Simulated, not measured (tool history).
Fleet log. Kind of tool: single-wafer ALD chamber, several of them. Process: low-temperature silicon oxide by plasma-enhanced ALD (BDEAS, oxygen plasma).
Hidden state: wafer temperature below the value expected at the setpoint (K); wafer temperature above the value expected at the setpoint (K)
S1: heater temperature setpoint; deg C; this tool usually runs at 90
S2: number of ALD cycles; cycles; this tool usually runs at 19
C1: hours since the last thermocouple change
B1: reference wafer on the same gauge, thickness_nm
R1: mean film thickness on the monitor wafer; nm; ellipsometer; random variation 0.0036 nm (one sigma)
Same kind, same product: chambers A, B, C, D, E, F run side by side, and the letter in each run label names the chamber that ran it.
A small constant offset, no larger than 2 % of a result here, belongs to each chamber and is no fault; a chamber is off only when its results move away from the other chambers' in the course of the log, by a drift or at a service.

Run 1E, hour 4.4: usual settings; C1 123.1; B1 2.789. Result: R1 2.7986 nm.
Run 2B, hour 9.9: usual settings; C1 2013.6; B1 2.7894. Result: R1 2.8584 nm.
Run 3F, hour 13.5: usual settings; C1 2304.5; B1 2.7893. Result: R1 2.8295 nm.
Run 4A, hour 17.3: usual settings; C1 568.2; B1 2.7882. Result: R1 2.8221 nm.
Run 5C, hour 25.4: usual settings; C1 2169.8; B1 2.789. Result: R1 2.8177 nm.
Run 6D, hour 29.7: usual settings; C1 906.4; B1 2.7881. Result: R1 2.8238 nm.
Run 7F, hour 36.4: usual settings; C1 2327.4; B1 2.7877. Result: R1 2.8265 nm.
Run 8E, hour 42.3: usual settings; C1 161; B1 2.7883. Result: R1 2.7916 nm.
Run 9B, hour 47.6: usual settings; C1 2051.3; B1 2.7875. Result: R1 2.8503 nm.
Run 10D, hour 52.8: usual settings; C1 929.5; B1 2.7871. Result: R1 2.8229 nm.
Run 11C, hour 59.5: usual settings; C1 2203.9; B1 2.7861. Result: R1 2.814 nm.
Run 12A, hour 67.1: usual settings; C1 618; B1 2.7864. Result: R1 2.8145 nm.
Run 13C, hour 71.8: usual settings; C1 2216.2; B1 2.7861. Result: R1 2.8062 nm.
Run 14D, hour 76.7: usual settings; C1 953.4; B1 2.7853. Result: R1 2.813 nm.
Run 15E, hour 83.2: usual settings; C1 201.9; B1 2.7849. Result: R1 2.7967 nm.
Run 16F, hour 87.9: usual settings; C1 2378.9; B1 2.7836. Result: R1 2.8263 nm.
Run 17A, hour 93.6: usual settings; C1 644.5; B1 2.7845. Result: R1 2.8165 nm.
Run 18B, hour 98.7: usual settings but S1 97 deg C, S2 18 cycles; C1 2102.4; B1 2.7831. Result: R1 2.6393 nm.
Run 19E, hour 106.7: usual settings but S1 97 deg C, S2 18 cycles; C1 225.4; B1 2.783. Result: R1 2.5801 nm.
Run 20B, hour 114.6: usual settings but S1 97 deg C, S2 18 cycles; C1 2118.3; B1 2.782. Result: R1 2.6332 nm.
Run 21D, hour 121: usual settings but S1 97 deg C, S2 18 cycles; C1 997.7; B1 2.7818. Result: R1 2.6006 nm.
Run 22A, hour 126.9: usual settings but S1 97 deg C, S2 18 cycles; C1 677.8; B1 2.7827. Result: R1 2.596 nm.
Run 23F, hour 131.7: usual settings but S1 97 deg C, S2 18 cycles; C1 2422.7; B1 2.7813. Result: R1 2.6055 nm.
Run 24C, hour 136.1: usual settings; C1 2280.5; B1 2.7809. Result: R1 2.8106 nm.
Run 25F, hour 140.1: usual settings; C1 2431.1; B1 2.7809. Result: R1 2.8256 nm.
Run 26E, hour 144.4: usual settings but S1 100 deg C, S2 16 cycles; C1 263.1; B1 2.7813. Result: R1 2.2686 nm.
Run 27A, hour 150.1: usual settings but S1 100 deg C, S2 16 cycles; C1 701; B1 2.7808. Result: R1 2.2882 nm.
Run 28B, hour 154.2: usual settings but S1 100 deg C, S2 16 cycles; C1 2157.9; B1 2.7796. Result: R1 2.3184 nm.
Run 29D, hour 160.7: usual settings but S1 100 deg C, S2 16 cycles; C1 1037.4; B1 2.7801. Result: R1 2.2865 nm.
Run 30C, hour 166: usual settings but S1 100 deg C, S2 16 cycles; C1 2310.4; B1 2.7794. Result: R1 2.2765 nm.
Run 31A, hour 170.8: usual settings but S1 100 deg C, S2 16 cycles; C1 721.7; B1 2.7793. Result: R1 2.2835 nm.
Run 32C, hour 175.8: usual settings but S2 23 cycles; C1 2320.2; B1 2.7777. Result: R1 3.3944 nm.
Run 33E, hour 182.5: usual settings but S2 23 cycles; C1 301.2; B1 2.7785. Result: R1 3.3709 nm.
Run 34F, hour 189.1: usual settings but S2 23 cycles; C1 2480.1; B1 2.7774. Result: R1 3.4065 nm.
Run 35B, hour 193.6: usual settings but S2 23 cycles; C1 2197.3; B1 2.7772. Result: R1 3.4428 nm.
Run 36D, hour 201.7: usual settings but S2 23 cycles; C1 1078.4; B1 2.7771. Result: R1 3.3967 nm.
Run 37E, hour 209: usual settings but S2 23 cycles; C1 327.7; B1 2.7772. Result: R1 3.371 nm.
Run 38C, hour 216.4: usual settings; C1 2360.8; B1 2.7768. Result: R1 2.8011 nm.
Run 39A, hour 220.9: usual settings; C1 771.8; B1 2.7758. Result: R1 2.7971 nm.

Predict what each chamber gives when all 6 of them run the settings below next.
Run 40A, hour 226.7: usual settings. Result: R1 ?.
Run 40B, hour 226.7: usual settings. Result: R1 ?.
Run 40C, hour 226.7: usual settings. Result: R1 ?.
Run 40D, hour 226.7: usual settings. Result: R1 ?.
Run 40E, hour 226.7: usual settings. Result: R1 ?.
Run 40F, hour 226.7: usual settings. Result: R1 ?.

run      R1
40A  2.8074
40B  2.8484
40C  2.8012
40D  2.8103
40E  2.7847
40F   2.824
